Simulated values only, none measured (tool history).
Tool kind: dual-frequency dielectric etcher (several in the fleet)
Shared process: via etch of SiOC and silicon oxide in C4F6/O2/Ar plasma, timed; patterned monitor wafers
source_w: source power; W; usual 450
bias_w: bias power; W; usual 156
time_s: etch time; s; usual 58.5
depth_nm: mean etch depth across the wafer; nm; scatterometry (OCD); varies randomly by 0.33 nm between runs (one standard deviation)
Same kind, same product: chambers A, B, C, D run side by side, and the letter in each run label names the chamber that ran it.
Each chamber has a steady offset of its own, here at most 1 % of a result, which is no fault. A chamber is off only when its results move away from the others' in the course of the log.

run    day  source_w  bias_w  time_s  hours since the last wet clean  hours since the last source power generator calibration  hours since the last bias power generator calibration  read-back reference wafer on the same gauge, depth_nm  depth_nm
 1C  0.192       450     156    58.5                           360.9                                                   1212.3                                                 2332.0                                                 54.908    66.173
 2A  0.338       450     156    58.5                           143.3                                                    888.8                                                 3403.2                                                 54.844    66.522
 3D  0.588       450     156    58.5                           178.3                                                     92.1                                                  807.2                                                 54.913    66.603
 4B  0.733       450     156    58.5                           453.6                                                   2995.9                                                  312.0                                                 54.944    66.168
 5D  0.917       500     156    47.5                           186.2                                                    100.0                                                  815.1                                                 54.981    55.919
 6B  1.088       500     156    47.5                           462.1                                                   3004.4                                                  320.5                                                 54.894    56.571
     1.117  -- chamber B: wet clean of the chamber
 7C  1.417       500     156    47.5                           390.3                                                   1241.7                                                 2361.4                                                 54.882    56.174
 8A  1.575       500     156    47.5                           173.0                                                    918.5                                                 3432.9                                                 54.896    56.097
 9A  1.738       450     156    58.5                           176.9                                                    922.4                                                 3436.8                                                 54.884    65.625
10C  2.050       450     156    64.5                           405.5                                                   1256.9                                                 2376.6                                                 55.010    72.976
11B  2.329       450     156    64.5                            29.2                                                   3034.2                                                  350.3                                                 54.848    73.477
12D  2.542       450     156    64.5                           225.2                                                    139.0                                                  854.1                                                 54.882    72.758
13D  2.775       450     156    64.5                           230.8                                                    144.6                                                  859.7                                                 54.965    72.834
14B  3.104       450     156    58.5                            47.8                                                   3052.8                                                  368.9                                                 54.948    65.918
15C  3.412       450     156    58.5                           438.2                                                   1289.6                                                 2409.3                                                 54.884    66.323
16A  3.654       450     156    58.5                           222.9                                                    968.4                                                 3482.8                                                 54.868    67.510
17D  3.829       450     156    58.5                           256.1                                                    169.9                                                  885.0                                                 54.841    66.528
18C  4.075       450     156    58.5                           454.1                                                   1305.5                                                 2425.2                                                 54.926    66.327
19B  4.225       450     156    58.5                            74.7                                                   3079.7                                                  395.8                                                 54.886    66.370
20A  4.379       450     156    58.5                           240.3                                                    985.8                                                 3500.2                                                 54.876    67.637
21B  4.600       450     156    58.5                            83.7                                                   3088.7                                                  404.8                                                 54.907    66.500
22D  4.808       450     156    58.5                           279.6                                                    193.4                                                  908.5                                                 54.854    66.163
23C  5.004       450     156    58.5                           476.4                                                   1327.8                                                 2447.5                                                 54.878    66.181
24A  5.317       450     156    58.5                           262.8                                                   1008.3                                                 3522.7                                                 54.818    68.210
25B  5.550       450     156    58.5                           106.5                                                   3111.5                                                  427.6                                                 54.869    67.006
     5.604  -- chamber C: wet clean of the chamber
26D  5.729       450     156    58.5                           301.7                                                    215.5                                                  930.6                                                 54.877    66.240
27C  5.933       450     156    58.5                             8.0                                                   1350.1                                                 2469.8                                                 54.890    65.853
28A  6.242       450     156    58.5                           285.0                                                   1030.5                                                 3544.9                                                 54.895    68.675
29D  6.542       450     156    58.5                           321.2                                                    235.0                                                  950.1                                                 54.898    66.211
30A  6.854       450     156    58.5                           299.7                                                   1045.2                                                 3559.6                                                 54.865    68.181
31C  7.150       450     156    58.5                            37.2                                                   1379.3                                                 2499.0                                                 55.007    66.455
32B  7.325       450     156    58.5                           149.1                                                   3154.1                                                  470.2                                                 54.908    66.688

Next, every chamber runs the same settings. What will each give?
33A  7.571       450     185    58.5                                                                                                                                                                                                                ?
33B  7.571       450     185    58.5                                                                                                                                                                                                                ?
33C  7.571       450     185    58.5                                                                                                                                                                                                                ?
33D  7.571       450     185    58.5                                                                                                                                                                                                                ?

run  depth_nm
33A    73.107
33B    70.401
33C    68.972
33D    69.840
